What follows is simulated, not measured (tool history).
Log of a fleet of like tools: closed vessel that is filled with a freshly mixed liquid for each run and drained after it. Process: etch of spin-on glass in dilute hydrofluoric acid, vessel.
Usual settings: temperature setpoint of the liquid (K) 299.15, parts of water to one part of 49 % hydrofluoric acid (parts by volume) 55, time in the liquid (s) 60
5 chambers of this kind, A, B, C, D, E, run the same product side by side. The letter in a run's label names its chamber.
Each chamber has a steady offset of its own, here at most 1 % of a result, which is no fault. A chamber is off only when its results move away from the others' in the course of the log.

run	hour	temperature setpoint of the liquid (K)	parts of water to one part of 49 % hydrofluoric acid (parts by volume)	time in the liquid (s)	hours since the thermometer was replaced	hours since the hydrofluoric acid flow meter was replaced	read-back film thickness of the spin-on glass reference wafer, read on the same gauge (nm)	thickness taken off the spin-on glass on a monitor wafer (angstrom)
1B	4.3	299.15	55	60	370.7	236.1	120	332
2E	9	299.15	55	60	398	835.4	120	334.09
3D	13.6	299.15	55	60	376.7	1337.6	120.02	336.75
4C	19.4	299.15	55	60	534.5	593.2	119.99	326.19
5A	25.8	299.15	55	60	2602.9	1026.7	119.99	331.75
6A	32.6	299.15	55	60	2609.7	1033.5	119.98	331.75
7B	39.3	299.15	55	60	405.7	271.1	120	336.51
8E	42.9	299.15	55	60	431.9	869.3	119.99	334.45
9D	48.4	299.15	55	60	411.5	1372.4	119.99	336.81
10C	54.9	299.15	55	60	570	628.7	120	334.65
11E	59.5	299.15	55	60	448.5	885.9	120.01	332.62
12B	66	299.15	55	60	432.4	297.8	119.99	334.82
13A	71.3	303.65	85	60	2648.4	1072.2	120.01	251.54
14C	74.4	303.65	85	60	589.5	648.2	119.99	251.34
15D	78.9	303.65	85	60	442	1402.9	119.99	245.56
16D	83.5	303.65	85	60	446.6	1407.5	120	247.79
17A	89.3	303.65	85	60	2666.4	1090.2	119.99	248.43
18C	93.9	299.15	55	60	609	667.7	120.02	344.06
19E	100.2	299.15	55	60	489.2	926.6	120	334.31
20B	105.1	299.15	55	60	471.5	336.9	119.99	336.11
21A	110.6	299.15	55	60	2687.7	1111.5	119.99	326.21
22E	113.9	299.15	55	60	502.9	940.3	120.01	336.22
23D	118	299.15	55	60	481.1	1442	119.99	332.32
24B	122.2	299.15	55	60	488.6	354	119.98	338.63
25C	128.8	299.15	55	60	643.9	702.6	119.99	359.16
26C	131.7	299.15	55	60	646.8	705.5	119.98	359.24
27B	135.6	299.15	55	60	502	367.4	119.97	335.19
28A	140.1	299.15	55	60	2717.2	1141	119.96	335.06
29E	144.4	299.15	55	60	533.4	970.8	120.01	335.21
30D	148.1	299.15	55	60	511.2	1472.1	120	337.81
31E	154.3	299.15	55	85	543.3	980.7	119.98	479.62

Next, every chamber runs the same settings. What will each give?
32A	159.1	299.15	55	45				?
32B	159.1	299.15	55	45				?
32C	159.1	299.15	55	45				?
32D	159.1	299.15	55	45				?
32E	159.1	299.15	55	45				?

run	thickness taken off the spin-on glass on a monitor wafer (angstrom)
32A	251.12
32B	251.41
32C	276.69
32D	252.14
32E	252.33

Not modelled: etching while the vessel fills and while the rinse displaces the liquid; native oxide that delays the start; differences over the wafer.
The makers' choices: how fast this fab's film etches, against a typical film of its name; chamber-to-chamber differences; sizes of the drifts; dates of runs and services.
